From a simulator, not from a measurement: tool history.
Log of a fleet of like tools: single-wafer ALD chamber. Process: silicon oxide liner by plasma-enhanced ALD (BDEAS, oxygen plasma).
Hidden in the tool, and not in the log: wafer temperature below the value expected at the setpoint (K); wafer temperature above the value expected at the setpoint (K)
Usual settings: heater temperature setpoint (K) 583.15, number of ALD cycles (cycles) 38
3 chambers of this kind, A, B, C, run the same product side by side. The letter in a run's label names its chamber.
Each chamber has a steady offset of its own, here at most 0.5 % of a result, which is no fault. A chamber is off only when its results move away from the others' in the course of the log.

run	hour	heater temperature setpoint (K)	number of ALD cycles (cycles)	hours since the last thermocouple change	read-back reference wafer on the same gauge, thickness_nm	mean film thickness on the monitor wafer (Å)
1A	8.0	583.15	38	350.2	3.2206	34.852
2C	12.6	583.15	38	571.3	3.2207	34.992
3B	20.6	583.15	38	767.2	3.2214	34.919
4B	26.1	583.15	38	772.7	3.2232	34.892
5A	34.2	583.15	38	376.4	3.2235	34.762
6C	43.7	571.15	45	602.4	3.2243	42.319
7C	49.5	571.15	45	608.2	3.2229	42.307
8A	57.0	571.15	45	399.2	3.2236	42.428
9B	62.8	583.15	38	809.4	3.2240	34.897
10A	70.9	583.15	38	413.1	3.2256	34.837
11C	78.4	583.15	38	637.1	3.2264	35.093
12B	86.2	583.15	38	832.8	3.2278	34.864
13A	92.6	583.15	38	434.8	3.2265	34.809
14B	98.1	583.15	38	844.7	3.2276	34.884
15C	105.8	583.15	38	664.5	3.2282	35.168
16A	110.4	583.15	38	452.6	3.2280	35.025
17C	115.5	583.15	38	674.2	3.2300	34.955
18B	122.0	583.15	38	868.6	3.2294	34.914
19C	126.3	583.15	38	685.0	3.2303	34.990
20B	131.2	575.15	45	877.8	3.2317	41.890
21A	138.8	575.15	45	481.0	3.2316	41.895
22C	145.3	575.15	45	704.0	3.2332	42.029
23A	150.1	583.15	38	492.3	3.2314	34.992
24B	157.3	583.15	38	903.9	3.2330	34.953
25A	164.3	583.15	38	506.5	3.2330	35.002
26B	173.8	583.15	38	920.4	3.2337	34.976
27C	179.4	583.15	38	738.1	3.2349	35.189
28B	187.3	583.15	38	933.9	3.2352	35.023
29A	195.1	583.15	38	537.3	3.2348	35.008
30C	199.5	583.15	38	758.2	3.2351	35.127
31A	207.6	583.15	38	549.8	3.2365	35.047
32C	215.1	583.15	38	773.8	3.2379	35.213
33B	220.0	583.15	38	966.6	3.2387	34.942
34C	224.6	583.15	38	783.3	3.2380	35.229
35A	231.4	583.15	38	573.6	3.2391	35.024
36B	240.2	583.15	38	986.8	3.2404	35.016
37C	246.4	583.15	38	805.1	3.2410	35.151
38A	255.4	573.15	38	597.6	3.2400	35.634
39B	261.9	573.15	38	1008.5	3.2403	35.530
40A	270.8	573.15	38	613.0	3.2426	35.589

Next, every chamber runs the same settings. What will each give?
41A	277.6	583.15	38			?
41B	277.6	583.15	38			?
41C	277.6	583.15	38			?

run	mean film thickness on the monitor wafer (Å)
41A	35.055
41B	35.113
41C	35.258
